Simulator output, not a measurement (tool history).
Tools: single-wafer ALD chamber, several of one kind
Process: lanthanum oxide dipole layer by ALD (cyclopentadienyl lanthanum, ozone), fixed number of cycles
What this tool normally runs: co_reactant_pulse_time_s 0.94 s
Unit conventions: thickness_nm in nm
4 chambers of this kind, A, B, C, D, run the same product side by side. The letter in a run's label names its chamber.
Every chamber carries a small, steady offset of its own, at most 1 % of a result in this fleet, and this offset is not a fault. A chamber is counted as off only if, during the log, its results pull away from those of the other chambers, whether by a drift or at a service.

run	hour	co_reactant_pulse_time_s	read-back reference wafer on the same gauge, thickness_nm	thickness_nm
1C	8.0	0.94	0.39520	0.48897
2D	16.8	0.94	0.39472	0.48887
3A	23.6	0.94	0.39501	0.48848
4B	29.2	0.94	0.39512	0.48534
5C	37.3	0.63	0.39505	0.40949
6D	45.0	0.63	0.39483	0.41499
7B	52.3	0.63	0.39518	0.41022
8A	62.4	0.63	0.39464	0.41342
9B	68.7	0.94	0.39507	0.48888
10A	74.4	0.94	0.39453	0.49077
11C	82.3	0.94	0.39504	0.48685
# hour 83.6: chamber C: ozone generator serviced
12D	90.9	0.94	0.39482	0.48637
13A	100.0	0.94	0.39502	0.49230
14C	109.6	0.94	0.39479	0.49108
15B	119.7	0.94	0.39474	0.48506
16D	128.0	0.94	0.39524	0.48950
17D	137.8	0.94	0.39488	0.48713
18A	145.8	0.94	0.39532	0.49083
19C	155.1	0.94	0.39503	0.48393
20B	160.9	0.94	0.39489	0.47820
21C	167.4	1.30	0.39484	0.53267
22D	176.1	1.30	0.39522	0.53312
23A	184.2	1.30	0.39450	0.53786
24B	192.7	1.30	0.39452	0.52262
25D	203.7	0.94	0.39532	0.48756
26A	214.4	0.94	0.39509	0.49297
27C	223.0	0.94	0.39510	0.49064
28B	230.7	1.24	0.39537	0.51205
29C	238.4	1.24	0.39455	0.53296
30A	245.1	1.24	0.39508	0.52900
31D	253.6	1.24	0.39482	0.52500
32B	261.7	0.94	0.39508	0.46299
33A	267.3	0.94	0.39510	0.48898

All 4 chambers run these settings next. Forecast each chamber's results:
34A	275.2	0.94		?
34B	275.2	0.94		?
34C	275.2	0.94		?
34D	275.2	0.94		?

run	thickness_nm
34A	0.49029
34B	0.46063
34C	0.49099
34D	0.48781
